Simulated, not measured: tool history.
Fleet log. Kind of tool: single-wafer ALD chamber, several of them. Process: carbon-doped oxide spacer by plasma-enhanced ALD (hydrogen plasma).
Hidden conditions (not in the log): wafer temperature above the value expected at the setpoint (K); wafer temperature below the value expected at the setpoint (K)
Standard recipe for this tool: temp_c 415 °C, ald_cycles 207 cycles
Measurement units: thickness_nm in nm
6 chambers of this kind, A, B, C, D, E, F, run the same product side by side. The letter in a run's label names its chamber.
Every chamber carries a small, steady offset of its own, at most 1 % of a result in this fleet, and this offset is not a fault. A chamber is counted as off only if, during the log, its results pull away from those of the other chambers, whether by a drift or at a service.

run	day	temp_c	ald_cycles	hours since the last thermocouple change	read-back reference wafer on the same gauge, thickness_nm	thickness_nm
1E	0.446	415	207	836.7	8.3241	9.9081
2C	0.962	415	207	736.0	8.3370	9.7616
3B	1.579	415	207	1149.2	8.3167	9.8362
4A	2.204	415	207	457.4	8.3152	9.9060
5D	2.675	415	207	939.2	8.3089	9.9290
6F	3.258	415	207	563.1	8.3181	9.9625
7D	3.654	415	207	962.7	8.3271	9.9320
8B	4.054	415	207	1208.6	8.3227	9.8332
9C	4.671	415	207	825.0	8.3162	9.8790
10F	5.167	415	207	608.9	8.3079	9.9096
11E	5.767	415	207	964.4	8.3040	9.8056
12A	6.133	415	207	551.7	8.3303	9.8582
13A	6.475	426	193	559.9	8.3257	8.8666
14F	6.779	426	193	647.6	8.3191	8.9134
15B	7.171	426	193	1283.4	8.3154	8.8478
16D	7.646	426	193	1058.5	8.3148	8.8564
17C	8.079	426	193	906.8	8.3394	8.8920
18E	8.696	426	193	1034.7	8.3263	8.9314
19F	9.067	424	207	702.5	8.3208	9.7009
20B	9.683	424	207	1343.7	8.3157	9.5581
21E	10.125	424	207	1069.0	8.3041	9.5565
22D	10.721	424	207	1132.3	8.3171	9.6433
23A	11.079	424	207	670.4	8.3310	9.6720
# day 11.438: chamber B: thermocouple changed; heater temperature recalibrated
24C	11.604	424	207	991.4	8.3139	9.5649
25F	12.083	415	207	774.9	8.3318	9.8964
26E	12.362	415	207	1122.7	8.3302	9.9116
27C	12.692	415	207	1017.5	8.3159	9.8043
28B	13.283	415	207	44.3	8.3306	9.8671
29A	13.725	415	207	733.9	8.3293	9.7745
30D	14.033	415	207	1211.8	8.3265	9.8742
31F	14.467	415	207	832.1	8.3161	9.9256
32E	14.817	415	207	1181.6	8.3238	9.7651
33B	15.317	423	179	93.1	8.3121	8.2215
34C	15.638	423	179	1088.2	8.3166	8.2935
35A	16.004	423	179	788.6	8.3220	8.3181
36D	16.279	423	179	1265.7	8.3239	8.3722
37F	16.571	423	179	882.6	8.3231	8.3435
38C	16.879	423	179	1118.0	8.3351	8.3738
39A	17.429	415	207	822.8	8.3210	9.8996
40B	17.904	415	185	155.2	8.3244	8.7396
41E	18.512	415	185	1270.3	8.3260	8.8422
42D	18.942	415	185	1329.6	8.3206	8.9097

Next, all 6 chambers run the settings below, one line each with question marks for the results. What does each chamber give?
43A	19.388	420	207			?
43B	19.388	420	207			?
43C	19.388	420	207			?
43D	19.388	420	207			?
43E	19.388	420	207			?
43F	19.388	420	207			?

run	thickness_nm
43A	9.5612
43B	9.7134
43C	9.7652
43D	9.7788
43E	9.6933
43F	9.6874

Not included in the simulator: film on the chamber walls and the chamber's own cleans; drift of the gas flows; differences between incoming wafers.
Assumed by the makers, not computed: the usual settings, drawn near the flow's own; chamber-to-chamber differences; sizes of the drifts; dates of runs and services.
